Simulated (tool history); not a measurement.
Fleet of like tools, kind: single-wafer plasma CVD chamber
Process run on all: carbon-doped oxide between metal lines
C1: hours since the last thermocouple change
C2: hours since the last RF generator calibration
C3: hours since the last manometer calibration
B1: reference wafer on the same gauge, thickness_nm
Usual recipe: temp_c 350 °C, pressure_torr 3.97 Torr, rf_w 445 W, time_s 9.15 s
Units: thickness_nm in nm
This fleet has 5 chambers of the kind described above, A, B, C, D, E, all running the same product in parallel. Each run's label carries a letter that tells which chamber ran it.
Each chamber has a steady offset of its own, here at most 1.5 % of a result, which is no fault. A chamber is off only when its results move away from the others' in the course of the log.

run 1E hour=12.7 | temp_c=350 pressure_torr=3.97 rf_w=445 time_s=9.15 | C1=532.1 C2=58.5 C3=422.9 | B1=37.996 | thickness_nm=42.894
run 2D hour=25.3 | temp_c=350 pressure_torr=3.97 rf_w=445 time_s=9.15 | C1=472.7 C2=307.1 C3=925.0 | B1=38.000 | thickness_nm=42.353
-- hour=30.0 chamber C: thermocouple changed; heater temperature recalibrated
run 3B hour=37.6 | temp_c=350 pressure_torr=3.97 rf_w=445 time_s=9.15 | C1=1984.5 C2=149.2 C3=634.2 | B1=38.027 | thickness_nm=42.794
run 4C hour=45.8 | temp_c=350 pressure_torr=3.97 rf_w=445 time_s=9.15 | C1=15.9 C2=976.7 C3=1044.8 | B1=38.041 | thickness_nm=42.722
run 5A hour=59.1 | temp_c=350 pressure_torr=3.97 rf_w=445 time_s=9.15 | C1=1259.2 C2=1118.4 C3=1739.5 | B1=37.980 | thickness_nm=41.883
run 6C hour=68.7 | temp_c=350 pressure_torr=3.97 rf_w=445 time_s=9.15 | C1=38.8 C2=999.6 C3=1067.7 | B1=38.000 | thickness_nm=42.695
run 7A hour=79.2 | temp_c=350 pressure_torr=3.97 rf_w=445 time_s=9.15 | C1=1279.3 C2=1138.5 C3=1759.6 | B1=38.027 | thickness_nm=42.220
-- hour=85.0 chamber A: thermocouple changed; heater temperature recalibrated
run 8B hour=93.7 | temp_c=350 pressure_torr=3.97 rf_w=445 time_s=9.15 | C1=2040.6 C2=205.3 C3=690.3 | B1=38.007 | thickness_nm=42.466
run 9E hour=106.7 | temp_c=350 pressure_torr=3.97 rf_w=445 time_s=9.15 | C1=626.1 C2=152.5 C3=516.9 | B1=37.963 | thickness_nm=42.844
run 10D hour=120.8 | temp_c=350 pressure_torr=3.97 rf_w=445 time_s=9.15 | C1=568.2 C2=402.6 C3=1020.5 | B1=37.996 | thickness_nm=42.727
run 11C hour=128.4 | temp_c=350 pressure_torr=3.97 rf_w=445 time_s=9.15 | C1=98.5 C2=1059.3 C3=1127.4 | B1=38.055 | thickness_nm=42.768
-- hour=137.5 chamber D: capacitance manometer re-zeroed and calibrated
run 12E hour=139.5 | temp_c=350 pressure_torr=3.97 rf_w=445 time_s=9.15 | C1=658.9 C2=185.3 C3=549.7 | B1=37.960 | thickness_nm=42.908
run 13B hour=147.8 | temp_c=350 pressure_torr=3.97 rf_w=445 time_s=9.15 | C1=2094.7 C2=259.4 C3=744.4 | B1=37.966 | thickness_nm=42.976
run 14D hour=157.6 | temp_c=357 pressure_torr=3.97 rf_w=445 time_s=9.15 | C1=605.0 C2=439.4 C3=20.2 | B1=37.980 | thickness_nm=42.112
run 15A hour=168.8 | temp_c=357 pressure_torr=3.97 rf_w=445 time_s=9.15 | C1=83.9 C2=1228.1 C3=1849.2 | B1=38.043 | thickness_nm=41.120
-- hour=176.2 chamber A: RF generator calibrated
run 16E hour=183.2 | temp_c=357 pressure_torr=3.97 rf_w=445 time_s=9.15 | C1=702.6 C2=229.0 C3=593.4 | B1=38.061 | thickness_nm=42.271
run 17B hour=195.9 | temp_c=357 pressure_torr=3.97 rf_w=445 time_s=9.15 | C1=2142.8 C2=307.5 C3=792.5 | B1=37.979 | thickness_nm=41.878
run 18A hour=208.6 | temp_c=357 pressure_torr=3.97 rf_w=445 time_s=9.15 | C1=123.7 C2=32.4 C3=1889.0 | B1=37.972 | thickness_nm=41.678
run 19D hour=220.9 | temp_c=350 pressure_torr=3.97 rf_w=525 time_s=9.93 | C1=668.3 C2=502.7 C3=83.5 | B1=38.045 | thickness_nm=51.375
run 20C hour=235.9 | temp_c=350 pressure_torr=3.97 rf_w=525 time_s=9.93 | C1=206.0 C2=1166.8 C3=1234.9 | B1=38.012 | thickness_nm=51.629
run 21B hour=247.1 | temp_c=350 pressure_torr=3.97 rf_w=525 time_s=9.93 | C1=2194.0 C2=358.7 C3=843.7 | B1=38.000 | thickness_nm=52.145
run 22A hour=258.1 | temp_c=350 pressure_torr=3.97 rf_w=525 time_s=9.93 | C1=173.2 C2=81.9 C3=1938.5 | B1=37.960 | thickness_nm=51.171
run 23C hour=273.5 | temp_c=350 pressure_torr=3.97 rf_w=525 time_s=9.93 | C1=243.6 C2=1204.4 C3=1272.5 | B1=37.967 | thickness_nm=51.721
run 24E hour=282.0 | temp_c=350 pressure_torr=3.97 rf_w=445 time_s=9.15 | C1=801.4 C2=327.8 C3=692.2 | B1=37.981 | thickness_nm=42.895
run 25D hour=294.7 | temp_c=350 pressure_torr=3.97 rf_w=445 time_s=9.15 | C1=742.1 C2=576.5 C3=157.3 | B1=37.992 | thickness_nm=42.352
run 26A hour=307.9 | temp_c=350 pressure_torr=3.97 rf_w=445 time_s=9.15 | C1=223.0 C2=131.7 C3=1988.3 | B1=37.999 | thickness_nm=42.357
run 27E hour=317.6 | temp_c=350 pressure_torr=3.97 rf_w=445 time_s=9.15 | C1=837.0 C2=363.4 C3=727.8 | B1=38.047 | thickness_nm=43.283
run 28D hour=324.6 | temp_c=350 pressure_torr=3.97 rf_w=445 time_s=9.15 | C1=772.0 C2=606.4 C3=187.2 | B1=37.999 | thickness_nm=42.556
run 29B hour=331.8 | temp_c=350 pressure_torr=3.97 rf_w=445 time_s=9.15 | C1=2278.7 C2=443.4 C3=928.4 | B1=37.995 | thickness_nm=43.395
run 30C hour=339.9 | temp_c=350 pressure_torr=3.97 rf_w=445 time_s=9.15 | C1=310.0 C2=1270.8 C3=1338.9 | B1=38.011 | thickness_nm=42.889
run 31B hour=355.0 | temp_c=350 pressure_torr=3.97 rf_w=445 time_s=9.15 | C1=2301.9 C2=466.6 C3=951.6 | B1=37.962 | thickness_nm=43.539
run 32A hour=368.4 | temp_c=350 pressure_torr=3.97 rf_w=445 time_s=9.15 | C1=283.5 C2=192.2 C3=2048.8 | B1=37.988 | thickness_nm=42.397
run 33E hour=376.1 | temp_c=350 pressure_torr=3.97 rf_w=445 time_s=9.15 | C1=895.5 C2=421.9 C3=786.3 | B1=38.017 | thickness_nm=43.026
run 34D hour=384.2 | temp_c=350 pressure_torr=3.97 rf_w=445 time_s=9.15 | C1=831.6 C2=666.0 C3=246.8 | B1=38.002 | thickness_nm=42.890
run 35C hour=391.1 | temp_c=350 pressure_torr=3.97 rf_w=445 time_s=9.15 | C1=361.2 C2=1322.0 C3=1390.1 | B1=37.938 | thickness_nm=42.498
run 36D hour=398.9 | temp_c=350 pressure_torr=3.97 rf_w=445 time_s=9.15 | C1=846.3 C2=680.7 C3=261.5 | B1=38.009 | thickness_nm=42.609
run 37E hour=406.4 | temp_c=350 pressure_torr=3.97 rf_w=445 time_s=9.15 | C1=925.8 C2=452.2 C3=816.6 | B1=37.979 | thickness_nm=43.016

Decide between three cases: one chamber stands off from its peers, the gauge reading all wafers drifts, or nothing is wrong past each chamber's small offset. Where a chamber is off, say which and what most likely put it there.

The fleet is healthy, with each chamber sitting at its usual small offset and no drift in the gauge.

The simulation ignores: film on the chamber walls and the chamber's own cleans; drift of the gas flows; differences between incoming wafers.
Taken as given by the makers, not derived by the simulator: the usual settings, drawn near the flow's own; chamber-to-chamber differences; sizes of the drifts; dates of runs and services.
